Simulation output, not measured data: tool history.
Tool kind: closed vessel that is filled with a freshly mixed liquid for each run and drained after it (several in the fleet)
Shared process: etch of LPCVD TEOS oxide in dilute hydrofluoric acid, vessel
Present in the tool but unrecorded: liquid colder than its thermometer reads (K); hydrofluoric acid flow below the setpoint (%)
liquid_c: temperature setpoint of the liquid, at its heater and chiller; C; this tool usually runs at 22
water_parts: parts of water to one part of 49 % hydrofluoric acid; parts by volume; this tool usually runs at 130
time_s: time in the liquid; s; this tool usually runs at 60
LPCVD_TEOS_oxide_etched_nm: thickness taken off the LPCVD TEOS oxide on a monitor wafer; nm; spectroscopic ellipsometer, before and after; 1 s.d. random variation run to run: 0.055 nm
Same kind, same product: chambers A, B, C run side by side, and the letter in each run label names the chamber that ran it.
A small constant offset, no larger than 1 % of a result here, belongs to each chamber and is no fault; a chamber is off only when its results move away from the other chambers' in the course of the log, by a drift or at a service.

run,hour,liquid_c,water_parts,time_s,hours since the thermometer was replaced,hours since the hydrofluoric acid flow meter was replaced,"read-back film thickness of the LPCVD TEOS oxide reference wafer, read on the same gauge (nm)",LPCVD_TEOS_oxide_etched_nm
1B,4.4,22,130,60,400.1,864.7,50.041,7.9757
2A,11.7,22,130,60,1517.3,1455.5,49.968,8.0144
3C,19.7,22,130,60,845.2,821.2,50.005,8.0305
4A,28.1,22,130,60,1533.7,1471.9,50.032,7.9509
5C,34.9,22,130,60,860.4,836.4,49.998,8.092
6B,41.3,22,130,60,437,901.6,49.969,8.0099
7C,49.5,22,130,60,875,851,49.997,8.0731
8A,57.3,22,130,60,1562.9,1501.1,50.024,8.1733
9B,61.9,22,130,60,457.6,922.2,50.005,8.0232
10C,65.9,22,130,60,891.4,867.4,50.012,8.1311
11A,72.8,22,130,60,1578.4,1516.6,49.982,7.9819
12B,80.8,22,130,60,476.5,941.1,49.987,7.9436
13C,87.2,22,130,60,912.7,888.7,49.991,8.0662
14A,91.4,22,130,60,1597,1535.2,50.029,7.9075
15B,96.9,22,130,60,492.6,957.2,49.983,8.0265
16A,104.7,22,130,60,1610.3,1548.5,50.01,8.0056
17C,112.2,22,130,60,937.7,913.7,49.997,8.0914
18B,117.5,26.5,90,60,513.2,977.8,49.985,14.469
19B,126.2,26.5,90,60,521.9,986.5,50.019,14.287
20A,132.1,26.5,90,60,1637.7,1575.9,49.967,14.226
21C,136.1,22,130,60,961.6,937.6,50.036,8.0873
22C,140.2,23.5,130,30,965.7,941.7,50.039,4.3037
23A,147.8,23.5,130,30,1653.4,1591.6,49.988,4.1556
24B,154.2,23.5,130,30,549.9,1014.5,49.977,4.2536
# hour 155.6: chamber A: hydrofluoric acid flow meter replaced
25A,160.8,22,130,60,1666.4,5.2,50.006,7.7243
26B,166.7,22,165,60,562.4,1027,50.012,6.1202
27C,172.5,22,165,60,998,974,50.002,6.1711
28A,181.1,22,165,60,1686.7,25.5,50.033,5.763
29C,185.2,22,130,60,1010.7,986.7,50.001,8.0819
30B,192.6,22,130,60,588.3,1052.9,50.004,7.9588
31A,199.9,22,130,60,1705.5,44.3,50.014,7.5595
32C,205.4,22,130,60,1030.9,1006.9,49.99,8.1994
33B,212.2,22,130,60,607.9,1072.5,50.01,8.0082
34A,216.6,22,130,60,1722.2,61,49.979,7.555
35B,222,22,130,60,617.7,1082.3,50.002,7.9968
36C,228.9,22,130,60,1054.4,1030.4,50.019,8.1375
37C,236.3,22,130,60,1061.8,1037.8,50.02,8.0821
38A,242.4,22,130,60,1748,86.8,49.979,7.4232

Is one chamber off against the others, does the gauge drift, or is nothing wrong? If a chamber is off, say which, and what the likeliest cause is.

Little by little, chamber A moves away from the other chambers.
What lies behind it: liquid colder than its thermometer reads (K) = 2.18.

Below are 4 candidate recipes for chamber A's next run, each the usual settings with a change, their results shown as question marks. Which of them brings A's results back in line with what the other chambers give on the usual settings?
Allowed miss from the other chambers' usual-settings mean, per result, to count as in line: LPCVD_TEOS_oxide_etched_nm 0.19 nm
39A-1,248.9,22,130,65,,,,?
39A-2,248.9,23,130,60,,,,?
39A-3,248.9,21,130,60,,,,?
39A-4,248.9,22,140,60,,,,?

Other chambers, usual settings, mean: LPCVD_TEOS_oxide_etched_nm 8.0321 nm
run,LPCVD_TEOS_oxide_etched_nm
39A-1,7.9936
39A-2,7.6812
39A-3,7.0854
39A-4,6.7746
The answer is 39A-1, which returns the chamber to within the allowed miss of the others.
